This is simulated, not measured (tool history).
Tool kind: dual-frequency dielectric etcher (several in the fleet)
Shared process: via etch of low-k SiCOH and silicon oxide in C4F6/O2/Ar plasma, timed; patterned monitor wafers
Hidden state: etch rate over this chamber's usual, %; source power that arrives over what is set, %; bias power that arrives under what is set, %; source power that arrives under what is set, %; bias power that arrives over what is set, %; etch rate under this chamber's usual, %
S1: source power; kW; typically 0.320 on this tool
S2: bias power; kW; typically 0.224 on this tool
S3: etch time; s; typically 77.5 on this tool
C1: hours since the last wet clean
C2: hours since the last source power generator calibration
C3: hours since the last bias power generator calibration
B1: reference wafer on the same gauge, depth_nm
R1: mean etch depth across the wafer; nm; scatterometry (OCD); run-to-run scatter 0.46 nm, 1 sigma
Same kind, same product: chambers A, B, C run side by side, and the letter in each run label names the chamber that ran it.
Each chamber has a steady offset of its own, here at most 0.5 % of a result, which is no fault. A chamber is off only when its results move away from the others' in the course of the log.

{"run": "1A", "day": 0.367, "S1": 0.32, "S2": 0.224, "S3": 77.5, "C1": 308.8, "C2": 440.3, "C3": 1007.2, "B1": 179.98, "R1": 213.46}
{"run": "2B", "day": 0.65, "S1": 0.32, "S2": 0.224, "S3": 77.5, "C1": 286.7, "C2": 1936.9, "C3": 178.8, "B1": 179.91, "R1": 214.11}
{"run": "3C", "day": 1.038, "S1": 0.32, "S2": 0.224, "S3": 77.5, "C1": 357.1, "C2": 379.8, "C3": 2510.8, "B1": 179.9, "R1": 212.86}
{"run": "4A", "day": 1.288, "S1": 0.32, "S2": 0.224, "S3": 77.5, "C1": 330.9, "C2": 462.4, "C3": 1029.3, "B1": 179.96, "R1": 213.7}
{"run": "5C", "day": 1.625, "S1": 0.32, "S2": 0.224, "S3": 77.5, "C1": 371.2, "C2": 393.9, "C3": 2524.9, "B1": 179.99, "R1": 212.69}
{"run": "6B", "day": 1.871, "S1": 0.32, "S2": 0.224, "S3": 77.5, "C1": 316.0, "C2": 1966.2, "C3": 208.1, "B1": 179.91, "R1": 213.93}
{"run": "7A", "day": 2.088, "S1": 0.32, "S2": 0.224, "S3": 77.5, "C1": 350.1, "C2": 481.6, "C3": 1048.5, "B1": 180.1, "R1": 213.63}
{"run": "8C", "day": 2.358, "S1": 0.32, "S2": 0.224, "S3": 77.5, "C1": 388.8, "C2": 411.5, "C3": 2542.5, "B1": 179.97, "R1": 213.25}
{"run": "9B", "day": 2.733, "S1": 0.32, "S2": 0.224, "S3": 77.5, "C1": 336.7, "C2": 1986.9, "C3": 228.8, "B1": 180.1, "R1": 214.11}
{"run": "10B", "day": 3.117, "S1": 0.32, "S2": 0.224, "S3": 77.5, "C1": 345.9, "C2": 1996.1, "C3": 238.0, "B1": 179.97, "R1": 214.15}
{"day": 3.25, "done": "chamber B: source power generator calibrated"}
{"run": "11A", "day": 3.508, "S1": 0.32, "S2": 0.224, "S3": 77.5, "C1": 384.2, "C2": 515.7, "C3": 1082.6, "B1": 179.92, "R1": 213.94}
{"run": "12C", "day": 3.75, "S1": 0.32, "S2": 0.224, "S3": 77.5, "C1": 422.2, "C2": 444.9, "C3": 2575.9, "B1": 180.11, "R1": 211.56}
{"run": "13B", "day": 4.071, "S1": 0.32, "S2": 0.224, "S3": 77.5, "C1": 368.8, "C2": 19.7, "C3": 260.9, "B1": 180.07, "R1": 213.99}
{"day": 4.225, "done": "chamber C: wet clean of the chamber"}
{"run": "14A", "day": 4.458, "S1": 0.32, "S2": 0.224, "S3": 77.5, "C1": 407.0, "C2": 538.5, "C3": 1105.4, "B1": 179.91, "R1": 213.6}
{"run": "15C", "day": 4.842, "S1": 0.32, "S2": 0.224, "S3": 77.5, "C1": 14.8, "C2": 471.1, "C3": 2602.1, "B1": 179.92, "R1": 213.15}
{"run": "16A", "day": 5.212, "S1": 0.32, "S2": 0.224, "S3": 77.5, "C1": 425.1, "C2": 556.6, "C3": 1123.5, "B1": 179.93, "R1": 213.01}
{"run": "17B", "day": 5.446, "S1": 0.32, "S2": 0.224, "S3": 77.5, "C1": 401.8, "C2": 52.7, "C3": 293.9, "B1": 179.91, "R1": 214.86}
{"run": "18C", "day": 5.654, "S1": 0.32, "S2": 0.224, "S3": 77.5, "C1": 34.3, "C2": 490.6, "C3": 2621.6, "B1": 180.0, "R1": 213.5}
{"run": "19A", "day": 6.029, "S1": 0.25, "S2": 0.224, "S3": 77.5, "C1": 444.7, "C2": 576.2, "C3": 1143.1, "B1": 180.01, "R1": 194.57}
{"run": "20B", "day": 6.392, "S1": 0.25, "S2": 0.224, "S3": 77.5, "C1": 424.5, "C2": 75.4, "C3": 316.6, "B1": 179.97, "R1": 194.71}
{"run": "21C", "day": 6.65, "S1": 0.25, "S2": 0.224, "S3": 77.5, "C1": 58.2, "C2": 514.5, "C3": 2645.5, "B1": 180.01, "R1": 193.06}
{"run": "22B", "day": 6.867, "S1": 0.32, "S2": 0.224, "S3": 77.5, "C1": 435.9, "C2": 86.8, "C3": 328.0, "B1": 180.04, "R1": 213.87}
{"run": "23A", "day": 7.104, "S1": 0.32, "S2": 0.224, "S3": 77.5, "C1": 470.5, "C2": 602.0, "C3": 1168.9, "B1": 179.95, "R1": 213.9}
{"run": "24C", "day": 7.292, "S1": 0.32, "S2": 0.224, "S3": 77.5, "C1": 73.6, "C2": 529.9, "C3": 2660.9, "B1": 180.03, "R1": 212.88}
{"run": "25A", "day": 7.708, "S1": 0.32, "S2": 0.224, "S3": 77.5, "C1": 485.0, "C2": 616.5, "C3": 1183.4, "B1": 180.03, "R1": 214.01}
{"run": "26C", "day": 8.025, "S1": 0.32, "S2": 0.224, "S3": 97.0, "C1": 91.2, "C2": 547.5, "C3": 2678.5, "B1": 179.97, "R1": 265.67}
{"run": "27B", "day": 8.338, "S1": 0.32, "S2": 0.224, "S3": 97.0, "C1": 471.2, "C2": 122.1, "C3": 363.3, "B1": 179.99, "R1": 267.77}
{"run": "28B", "day": 8.629, "S1": 0.32, "S2": 0.224, "S3": 97.0, "C1": 478.2, "C2": 129.1, "C3": 370.3, "B1": 180.03, "R1": 267.51}
{"run": "29A", "day": 8.971, "S1": 0.32, "S2": 0.224, "S3": 77.5, "C1": 515.3, "C2": 646.8, "C3": 1213.7, "B1": 179.89, "R1": 214.02}
{"day": 9.221, "done": "chamber B: wet clean of the chamber"}
{"run": "30C", "day": 9.304, "S1": 0.32, "S2": 0.224, "S3": 77.5, "C1": 121.9, "C2": 578.2, "C3": 2709.2, "B1": 180.01, "R1": 213.43}
{"run": "31B", "day": 9.662, "S1": 0.32, "S2": 0.224, "S3": 77.5, "C1": 10.6, "C2": 153.9, "C3": 395.1, "B1": 179.97, "R1": 213.73}
{"run": "32C", "day": 9.942, "S1": 0.32, "S2": 0.224, "S3": 77.5, "C1": 137.2, "C2": 593.5, "C3": 2724.5, "B1": 179.95, "R1": 212.6}
{"run": "33A", "day": 10.217, "S1": 0.32, "S2": 0.224, "S3": 77.5, "C1": 545.2, "C2": 676.7, "C3": 1243.6, "B1": 180.07, "R1": 214.25}
{"run": "34A", "day": 10.504, "S1": 0.32, "S2": 0.224, "S3": 77.5, "C1": 552.1, "C2": 683.6, "C3": 1250.5, "B1": 179.93, "R1": 213.99}
{"run": "35B", "day": 10.717, "S1": 0.32, "S2": 0.224, "S3": 77.5, "C1": 35.9, "C2": 179.2, "C3": 420.4, "B1": 179.97, "R1": 213.76}
{"run": "36C", "day": 10.996, "S1": 0.32, "S2": 0.224, "S3": 77.5, "C1": 162.5, "C2": 618.8, "C3": 2749.8, "B1": 180.05, "R1": 212.8}
{"run": "37C", "day": 11.25, "S1": 0.28, "S2": 0.224, "S3": 92.5, "C1": 168.6, "C2": 624.9, "C3": 2755.9, "B1": 180.02, "R1": 241.28}
{"run": "38B", "day": 11.529, "S1": 0.28, "S2": 0.224, "S3": 92.5, "C1": 55.4, "C2": 198.7, "C3": 439.9, "B1": 180.05, "R1": 241.51}

Does one chamber stand apart from the rest, does the shared gauge drift, or is all well apart from small per-chamber offsets? Give the chamber and the most likely cause, where there is one.

Beyond each chamber's small constant offset nothing stands out, and the gauge stays steady.

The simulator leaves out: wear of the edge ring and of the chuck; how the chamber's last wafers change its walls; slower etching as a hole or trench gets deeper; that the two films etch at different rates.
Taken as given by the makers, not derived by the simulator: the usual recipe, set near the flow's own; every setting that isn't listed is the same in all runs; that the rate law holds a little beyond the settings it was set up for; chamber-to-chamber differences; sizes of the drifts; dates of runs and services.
